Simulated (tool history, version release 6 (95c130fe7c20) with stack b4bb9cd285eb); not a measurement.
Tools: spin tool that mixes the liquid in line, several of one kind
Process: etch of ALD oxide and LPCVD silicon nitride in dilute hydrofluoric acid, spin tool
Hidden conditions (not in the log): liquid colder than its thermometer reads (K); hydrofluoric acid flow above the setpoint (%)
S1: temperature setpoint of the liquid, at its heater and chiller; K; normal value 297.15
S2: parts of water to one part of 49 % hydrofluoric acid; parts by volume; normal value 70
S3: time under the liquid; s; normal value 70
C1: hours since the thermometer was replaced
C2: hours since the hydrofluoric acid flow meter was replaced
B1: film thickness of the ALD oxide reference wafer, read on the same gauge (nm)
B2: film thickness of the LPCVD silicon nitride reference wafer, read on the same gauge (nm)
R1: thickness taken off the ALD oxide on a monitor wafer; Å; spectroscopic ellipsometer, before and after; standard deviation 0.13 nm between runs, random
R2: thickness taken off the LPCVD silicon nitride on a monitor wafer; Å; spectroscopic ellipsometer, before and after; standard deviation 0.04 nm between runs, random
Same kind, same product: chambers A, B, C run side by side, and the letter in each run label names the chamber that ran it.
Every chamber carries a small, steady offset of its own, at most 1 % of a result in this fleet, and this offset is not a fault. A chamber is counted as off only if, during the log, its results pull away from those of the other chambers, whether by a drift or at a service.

run   hour      S1  S2  S3      C1      C2      B1      B2      R1      R2
 1B    9.6  297.15  70  70   510.9   128.8  39.965  50.009  145.91  5.1633
 2A   19.2  297.15  70  70  1888.5   292.6  39.982  49.976  146.84  4.5803
 3C   26.7  297.15  70  70    48.5   899.4  39.983  50.019   146.5  4.9093
 4C     33  297.15  70  70    54.8   905.7   40.03  49.984  145.36  5.3381
 5B   39.7  297.15  70  70     541   158.9  39.973  49.983  146.39  4.6292
 6A   46.3  297.15  70  70  1915.6   319.7  39.986  49.973  146.58  5.1007
 7B   52.2  297.15  70  70   553.5   171.4   39.96  50.012  147.49  5.3265
 8C   61.4  297.15  70  70    83.2   934.1   40.04  49.998  143.91  4.5876
 9A     67  297.15  70  70  1936.3   340.4  40.006  50.011  147.94  4.5486
10A   73.4  297.15  70  70  1942.7   346.8  39.968  50.014  145.24   5.134
11B   80.4  297.15  70  70   581.7   199.6  39.996  50.002  146.45  4.5394
12C   86.9  297.15  70  70   108.7   959.6  39.968  50.015  143.91  4.7056
13C   95.6  297.15  70  70   117.4   968.3   39.95  50.006  142.77  5.0992
14B  105.1  297.15  70  70   606.4   224.3  40.018  50.002  143.43  4.8081
15A  114.7  297.15  70  70    1984   388.1  40.002  49.987  145.47  4.8205
16C  123.8  297.15  70  70   145.6   996.5  40.029  50.004  145.12  4.6301
17A  129.6  300.15  70  70  1998.9     403  39.955  50.002  163.78  6.1579
18B  136.4  300.15  70  70   637.7   255.6  40.001  50.012  163.32  6.6588
19A  140.9  300.15  70  70  2010.2   414.3  39.989  49.992  164.94  6.1539
20B  148.8  297.15  70  70   650.1     268  40.026  50.006  149.53  4.1253
21C  154.8  297.15  70  70   176.6  1027.5  40.017  49.994  144.93  4.7062
22C  161.8  297.15  70  70   183.6  1034.5  40.023  49.998   145.1  4.7253
23B  170.1  297.15  70  70   671.4   289.3  39.959  50.008  145.91  5.0053
24A    176  297.15  70  70  2045.3   449.4  39.982  50.003  145.99  4.7238
25A  183.1  297.15  70  70  2052.4   456.5  39.963   50.02  144.73  5.1916
26C  189.9  297.15  70  70   211.7  1062.6  39.996  49.988  142.34  4.4631
27B  194.7  297.15  70  70     696   313.9  40.003  50.009  146.36  3.8948
28B  202.7  297.15  70  70     704   321.9  39.986  50.016  146.35  4.4139
29A  208.6  297.15  70  70  2077.9     482  40.006  49.974  144.45   5.078
30C  213.8  294.15  95  70   235.6  1086.5  39.985  49.978  90.696  2.8976
31A  221.1  294.15  95  70  2090.4   494.5  39.991  50.008  93.128  2.4926
32B  228.7  294.15  95  70     730   347.9  39.977  49.998  91.781  2.8409
33C  236.5  297.15  70  70   258.3  1109.2  39.997  50.012  143.91  4.7846
34B  244.6  297.15  70  70   745.9   363.8  39.973  49.989  147.05  5.0162

Predict what each chamber gives when all 3 of them run the settings below next.
35A  251.6  297.15  50  70                   ?   ?
35B  251.6  297.15  50  70                   ?   ?
35C  251.6  297.15  50  70                   ?   ?

run      R1      R2
35A   211.6  6.2489
35B  208.03  6.6041
35C  209.28  6.6668
